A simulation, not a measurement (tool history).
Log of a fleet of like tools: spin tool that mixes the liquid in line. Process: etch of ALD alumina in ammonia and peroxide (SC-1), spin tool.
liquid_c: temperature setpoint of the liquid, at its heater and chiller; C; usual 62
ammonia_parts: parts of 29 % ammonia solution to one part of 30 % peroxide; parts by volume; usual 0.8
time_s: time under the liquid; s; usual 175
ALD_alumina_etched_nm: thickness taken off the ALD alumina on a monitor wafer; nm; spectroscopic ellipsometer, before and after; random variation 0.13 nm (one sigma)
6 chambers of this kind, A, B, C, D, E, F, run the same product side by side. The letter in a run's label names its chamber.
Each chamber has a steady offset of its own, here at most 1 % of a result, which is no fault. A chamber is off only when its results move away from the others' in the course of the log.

run,hour,liquid_c,ammonia_parts,time_s,"read-back film thickness of the ALD alumina reference wafer, read on the same gauge (nm)",ALD_alumina_etched_nm
1B,9.4,62,0.8,175,99.982,14.696
2D,19.4,62,0.8,175,100,14.515
3F,31.4,62,0.8,175,99.983,14.589
4E,44.7,62,0.8,175,100.01,14.6
5C,55,62,0.8,175,100.01,14.582
6A,67.8,62,0.8,175,99.979,14.41
7A,74.3,62,0.8,175,99.991,14.336
8F,87.8,62,0.8,175,99.997,14.553
9C,95.4,62,1,125,100.02,10.617
10D,106.8,62,1,125,100.01,10.468
11B,113.3,62,1,125,99.999,10.561
12E,120.7,62,1,125,99.973,10.609
13F,128.6,62,1,125,100.02,10.74
14E,140.7,62,1,125,100.02,10.679
15C,148.4,62,0.8,175,100.02,14.749
16B,155.7,62,0.8,175,99.991,14.61
17D,164.9,62,0.8,175,100.01,14.591
# hour 168.3: chamber A: new drum of ammonia solution connected
18A,172.3,62,0.8,175,100.01,14.803
19D,185.1,62,0.8,175,100.02,14.415
# hour 188: chamber D: ammonia flow meter replaced
# hour 194: chamber C: ammonia flow meter replaced
20C,196.1,62,0.8,175,99.958,14.452
21B,206.6,62,0.8,175,99.989,14.365
22E,213.6,62,0.8,175,100.01,14.707
23F,227.1,62,0.8,175,100.03,14.53
24A,237.5,62,0.8,175,100.02,15.068
# hour 242: chamber F: ammonia flow meter replaced
25E,243.5,62,0.8,175,99.974,14.801
# hour 247.1: chamber D: thermometer replaced
26C,256.5,62,0.8,175,99.975,14.489
27B,268.6,62,0.8,175,99.973,14.275
28D,274.5,62,0.8,175,99.998,14.441
# hour 285.4: chamber E: new drum of ammonia solution connected
29A,286.7,70,1.15,175,100.02,23.343
30F,298.7,70,1.15,175,99.981,22.121
31B,312.5,70,1.15,175,100.03,22.551
32F,318.5,70,1.15,175,100.05,22.366
33E,331.8,70,1.15,175,100.02,22.441
34A,344.9,70,1.15,175,100.01,24.139
35D,355.7,62,0.8,175,99.982,14.46
# hour 363.3: chamber E: thermometer replaced
36C,364.9,62,0.8,175,99.989,14.599
37E,375.3,62,0.8,175,99.994,14.687
38A,385.3,62,0.65,265,99.97,23.677
39D,396,62,0.65,265,99.975,21.426
40C,404.7,62,0.65,265,99.989,21.936
41F,413.9,62,0.65,265,99.989,21.873

All 6 chambers run these settings next. Forecast each chamber's results:
42A,423.7,62,0.8,225,,?
42B,423.7,62,0.8,225,,?
42C,423.7,62,0.8,225,,?
42D,423.7,62,0.8,225,,?
42E,423.7,62,0.8,225,,?
42F,423.7,62,0.8,225,,?

run,ALD_alumina_etched_nm
42A,20.509
42B,18.659
42C,18.859
42D,18.739
42E,18.833
42F,18.76
